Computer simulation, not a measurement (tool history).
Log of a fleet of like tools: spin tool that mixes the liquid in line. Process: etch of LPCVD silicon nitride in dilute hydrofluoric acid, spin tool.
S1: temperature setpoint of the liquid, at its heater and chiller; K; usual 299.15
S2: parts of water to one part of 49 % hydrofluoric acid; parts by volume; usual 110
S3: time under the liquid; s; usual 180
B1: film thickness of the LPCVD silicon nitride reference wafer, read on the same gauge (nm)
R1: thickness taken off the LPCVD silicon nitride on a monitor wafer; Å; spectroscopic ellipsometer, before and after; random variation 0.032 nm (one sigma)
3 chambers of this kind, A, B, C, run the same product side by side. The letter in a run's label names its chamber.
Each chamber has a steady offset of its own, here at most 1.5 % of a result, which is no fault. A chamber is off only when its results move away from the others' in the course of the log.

run   hour      S1   S2   S3      B1      R1
 1A   12.2  299.15  110  180  50.024  9.9096
 2B   23.8  299.15  110  180  50.037  9.7179
 3C   33.4  299.15  110  180  49.966  9.2971
 4C   43.8  299.15  110  180  49.986  9.9132
 5A   55.9  294.15  110  285  50.032  10.751
 6B   67.7  294.15  110  285  49.959  10.983
 7A   74.4  294.15  110  285  50.006  12.199
 8B   88.6  299.15  110  180  50.014  9.8074
 9C  101.2  299.15  110  180  49.935  9.6145
10B  111.5  299.15  110  180  50.026  9.8862
11A  118.2  299.15  145  180  50.002  7.9999
12C  125.2  299.15  145  180  49.976  7.1787
13C  132.2  299.15  145  180  49.987  7.0129
14B  146.5  299.15  110  180  49.989   9.679
15A  158.9  299.15   60  180  49.983  17.575
16B  170.4  299.15   60  180  49.991  16.542
17A  183.2  299.15   60  180  49.986  17.485
18C  193.5  299.15  110  180  50.005  9.4052
19B  207.4  299.15   80  180  49.991  12.878
20C  218.2  299.15   80  180  50.023  13.226
21A  228.8  299.15   80  180  50.009  13.563
22C  242.5  299.15  110  180  49.984  9.6733
23A    255  299.15  110  180  49.984   9.944
24B  263.6  299.15  110  180  49.989  9.6198
25C  271.9  299.15  110  180  49.989  9.4388
26B  279.8  299.15  110  180  49.987  10.076
27A  292.9  299.15  110  180  50.014   9.213
28C  303.8  299.15  110  115  50.007  6.0785
29A  311.8  299.15  110  115  49.975  6.4702
30B  324.9  299.15  110  115  50.017   6.493
31C  332.5  299.15  110  180   49.98  9.0052
32B  344.7  299.15  110  180  49.999  9.4993
33A  354.9  299.15  160  180  50.001  6.5414
34A  365.8  299.15  160  180  49.999  6.9769
35C  377.8  299.15  160  180  50.018  6.5814
36B  384.5  299.15  110  180   50.01  9.5102
37A  398.1  299.15  110  180  50.021  9.8939
38B  410.3  299.15  110  180  50.037  9.1814
39C  423.2  299.15  110  180  49.982  9.3563
40A  435.1  299.15  110  180  49.989  9.7572
41C  443.3  299.15  110  180  49.957  9.5029

Is one chamber off against the others, does the gauge drift, or is nothing wrong? If a chamber is off, say which, and what the likeliest cause is.

No chamber stands off beyond its own small offset, and the gauge holds steady.
